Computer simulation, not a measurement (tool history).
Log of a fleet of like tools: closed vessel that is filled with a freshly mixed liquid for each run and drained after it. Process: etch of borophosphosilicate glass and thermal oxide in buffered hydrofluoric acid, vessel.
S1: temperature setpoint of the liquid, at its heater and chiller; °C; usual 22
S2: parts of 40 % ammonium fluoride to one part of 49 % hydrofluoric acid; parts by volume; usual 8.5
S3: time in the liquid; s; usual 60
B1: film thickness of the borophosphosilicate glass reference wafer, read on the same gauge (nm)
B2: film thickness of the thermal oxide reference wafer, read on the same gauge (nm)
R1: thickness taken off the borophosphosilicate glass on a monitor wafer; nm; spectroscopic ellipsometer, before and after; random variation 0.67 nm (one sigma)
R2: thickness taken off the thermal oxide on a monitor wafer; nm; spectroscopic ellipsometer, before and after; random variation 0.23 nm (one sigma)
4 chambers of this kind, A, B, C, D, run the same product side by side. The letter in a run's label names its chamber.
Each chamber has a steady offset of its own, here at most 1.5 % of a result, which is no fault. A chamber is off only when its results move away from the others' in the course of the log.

Run 1C, hour 4.2: usual settings; B1 119.97; B2 89.985. Result: R1 88.664 nm, R2 70.066 nm.
Run 2A, hour 11.5: usual settings; B1 120.01; B2 90.004. Result: R1 87.003 nm, R2 69.488 nm.
Run 3B, hour 17.6: usual settings; B1 120.01; B2 89.993. Result: R1 87.681 nm, R2 68.534 nm.
Run 4D, hour 24.9: usual settings; B1 119.98; B2 90.002. Result: R1 87.308 nm, R2 68.989 nm.
Run 5D, hour 29.5: usual settings; B1 119.97; B2 90. Result: R1 88.273 nm, R2 69.342 nm.
Run 6C, hour 35.4: usual settings; B1 120; B2 90.002. Result: R1 88.569 nm, R2 70.447 nm.
Run 7B, hour 41.4: usual settings; B1 119.99; B2 89.995. Result: R1 87.684 nm, R2 68.285 nm.
Run 8A, hour 47.8: usual settings; B1 120.02; B2 89.994. Result: R1 88.551 nm, R2 69.446 nm.
Run 9D, hour 55: usual settings; B1 120.01; B2 90.007. Result: R1 87.402 nm, R2 69.288 nm.
Run 10C, hour 59.6: usual settings; B1 119.95; B2 89.993. Result: R1 87.688 nm, R2 70.033 nm.
Run 11B, hour 66.6: usual settings; B1 120.01; B2 89.993. Result: R1 89.293 nm, R2 68.382 nm.
Run 12A, hour 72.9: usual settings; B1 120.02; B2 90.001. Result: R1 88.336 nm, R2 69.715 nm.
Run 13C, hour 81.2: usual settings but S1 26 °C, S2 10.5 parts by volume; B1 119.96; B2 89.994. Result: R1 90.779 nm, R2 73.323 nm.
Run 14D, hour 89.2: usual settings but S1 26 °C, S2 10.5 parts by volume; B1 120.01; B2 89.992. Result: R1 91.474 nm, R2 72.469 nm.
Run 15A, hour 93.1: usual settings but S1 26 °C, S2 10.5 parts by volume; B1 120; B2 90.002. Result: R1 92.336 nm, R2 72.415 nm.
Run 16B, hour 100.1: usual settings but S1 26 °C, S2 10.5 parts by volume; B1 120.03; B2 89.994. Result: R1 92.106 nm, R2 71.41 nm.
At hour 101.6: chamber C: hydrofluoric acid flow meter replaced.
At hour 108: chamber B: thermometer replaced.
Run 17A, hour 108: usual settings; B1 120.05; B2 89.979. Result: R1 88.029 nm, R2 68.976 nm.
Run 18B, hour 111.9: usual settings; B1 120.03; B2 89.989. Result: R1 87.423 nm, R2 68.475 nm.
Run 19D, hour 119.8: usual settings but S1 18 °C, S2 9.5 parts by volume; B1 119.98; B2 90.003. Result: R1 63.193 nm, R2 50.335 nm.
Run 20C, hour 126.2: usual settings but S1 18 °C, S2 9.5 parts by volume; B1 120.01; B2 89.998. Result: R1 63.72 nm, R2 51.144 nm.
Run 21C, hour 132.3: usual settings but S1 18 °C, S2 9.5 parts by volume; B1 120.02; B2 90.006. Result: R1 64.065 nm, R2 50.929 nm.
Run 22A, hour 136: usual settings but S1 18 °C, S2 9.5 parts by volume; B1 120.06; B2 89.987. Result: R1 63.325 nm, R2 50.681 nm.
Run 23B, hour 143.4: usual settings; B1 120.01; B2 90.011. Result: R1 88.08 nm, R2 68.287 nm.
Run 24D, hour 148.4: usual settings; B1 119.98; B2 89.996. Result: R1 87.594 nm, R2 69.112 nm.
Run 25C, hour 152.6: usual settings; B1 120; B2 89.996. Result: R1 88.176 nm, R2 69.935 nm.
Run 26D, hour 156.7: usual settings; B1 120.05; B2 90.02. Result: R1 87.66 nm, R2 69.39 nm.
Run 27B, hour 162.9: usual settings; B1 120.02; B2 90.006. Result: R1 87.568 nm, R2 68.596 nm.
At hour 165.7: chamber D: hydrofluoric acid flow meter replaced.
Run 28A, hour 168.5: usual settings; B1 119.97; B2 90.009. Result: R1 89.093 nm, R2 69.621 nm.
Run 29A, hour 172.7: usual settings but S1 24.5 °C; B1 120.07; B2 89.993. Result: R1 102.53 nm, R2 80.151 nm.
Run 30D, hour 180.2: usual settings but S1 24.5 °C; B1 119.98; B2 90.004. Result: R1 100.09 nm, R2 79.44 nm.
Run 31B, hour 187.4: usual settings but S1 24.5 °C; B1 120.02; B2 90.007. Result: R1 100.43 nm, R2 78.61 nm.
At hour 187.6: chamber A: thermometer replaced.
Run 32C, hour 191.9: usual settings but S1 24.5 °C; B1 119.96; B2 89.994. Result: R1 102.25 nm, R2 80.08 nm.
Run 33D, hour 198.9: usual settings; B1 119.98; B2 90.005. Result: R1 87.484 nm, R2 69.39 nm.
Run 34A, hour 204.1: usual settings; B1 120; B2 89.996. Result: R1 87.492 nm, R2 69.637 nm.
Run 35B, hour 207.9: usual settings; B1 120.03; B2 89.997. Result: R1 88.958 nm, R2 68.133 nm.
Run 36C, hour 215.3: usual settings; B1 120.07; B2 90.001. Result: R1 87.965 nm, R2 70.452 nm.
Run 37C, hour 223.1: usual settings; B1 119.99; B2 89.987. Result: R1 87.586 nm, R2 69.868 nm.

The same settings go to every chamber for the next run, one line per chamber below. Forecast the results for each:
Run 38A, hour 229: usual settings but S1 19 °C. Result: R1 ?, R2 ?.
Run 38B, hour 229: usual settings but S1 19 °C. Result: R1 ?, R2 ?.
Run 38C, hour 229: usual settings but S1 19 °C. Result: R1 ?, R2 ?.
Run 38D, hour 229: usual settings but S1 19 °C. Result: R1 ?, R2 ?.

run      R1      R2
38A  73.907  58.567
38B  74.603  57.969
38C  75.025  58.899
38D  74.401  58.439
